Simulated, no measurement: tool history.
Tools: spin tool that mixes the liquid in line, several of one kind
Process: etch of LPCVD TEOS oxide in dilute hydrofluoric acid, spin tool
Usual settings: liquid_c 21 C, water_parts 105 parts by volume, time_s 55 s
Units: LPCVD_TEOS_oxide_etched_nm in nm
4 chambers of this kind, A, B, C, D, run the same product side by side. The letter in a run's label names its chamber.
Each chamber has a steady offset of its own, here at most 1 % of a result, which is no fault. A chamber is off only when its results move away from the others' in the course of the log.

run    day  liquid_c  water_parts  time_s  hours since the thermometer was replaced  hours since the hydrofluoric acid flow meter was replaced  read-back film thickness of the LPCVD TEOS oxide reference wafer, read on the same gauge (nm)  LPCVD_TEOS_oxide_etched_nm
 1C  0.129        21          105      55                                     138.5                                                      398.8                                                                                         79.991                      9.8559
 2D  0.262        21          105      55                                     502.1                                                      207.1                                                                                         80.032                      9.7806
 3A  0.392        21          105      55                                    1538.5                                                      307.9                                                                                         79.997                      9.7652
 4B  0.604        21          105      55                                     952.8                                                      115.4                                                                                         79.997                      9.8816
 5D  0.733        21          105      55                                     513.4                                                      218.4                                                                                         79.997                      9.8989
 6C  0.904        21          105      55                                     157.1                                                      417.4                                                                                         80.012                      9.9003
 7B  1.083        21          105      55                                     964.3                                                      126.9                                                                                         79.994                      9.8210
 8A  1.275        21          105      55                                    1559.7                                                      329.1                                                                                         79.993                      9.8217
 9A  1.479        21          105      55                                    1564.6                                                      334.0                                                                                         80.000                      9.8224
10C  1.683        21          105      55                                     175.8                                                      436.1                                                                                         79.971                      9.9973
11D  1.842        21          105      55                                     540.0                                                      245.0                                                                                         79.993                      9.7821
12B  2.000        21          105      55                                     986.3                                                      148.9                                                                                         80.008                      9.8404
13B  2.246        21          105      55                                     992.2                                                      154.8                                                                                         79.980                      9.6618
14C  2.446        21           85      55                                     194.1                                                      454.4                                                                                         80.001                     12.4760
15A  2.617        21           85      55                                    1591.9                                                      361.3                                                                                         79.982                     12.3270
16D  2.754        21           85      55                                     561.9                                                      266.9                                                                                         80.010                     12.4650
17C  2.962        21           85      55                                     206.5                                                      466.8                                                                                         80.004                     12.6020
18D  3.112        21          105      55                                     570.5                                                      275.5                                                                                         79.972                      9.9099
19A  3.292        21          105      55                                    1608.1                                                      377.5                                                                                         79.982                      9.8954
20B  3.408        21          105      55                                    1020.1                                                      182.7                                                                                         79.982                      9.7773
21B  3.521        21          105      55                                    1022.8                                                      185.4                                                                                         80.009                      9.7817
22C  3.758        21          105      55                                     225.6                                                      485.9                                                                                         80.007                      9.9437
23D  3.900        18           65      55                                     589.4                                                      294.4                                                                                         80.014                     14.6570
24A  4.042        18           65      55                                    1626.1                                                      395.5                                                                                         80.006                     14.6780
25A  4.275        18           65      55                                    1631.7                                                      401.1                                                                                         79.991                     14.5890

All 4 chambers run these settings next. Forecast each chamber's results:
26A  4.454        21          105      55                                                                                                                                                                                                                               ?
26B  4.454        21          105      55                                                                                                                                                                                                                               ?
26C  4.454        21          105      55                                                                                                                                                                                                                               ?
26D  4.454        21          105      55                                                                                                                                                                                                                               ?

run  LPCVD_TEOS_oxide_etched_nm
26A                      9.8940
26B                      9.8789
26C                      9.8619
26D                      9.8867

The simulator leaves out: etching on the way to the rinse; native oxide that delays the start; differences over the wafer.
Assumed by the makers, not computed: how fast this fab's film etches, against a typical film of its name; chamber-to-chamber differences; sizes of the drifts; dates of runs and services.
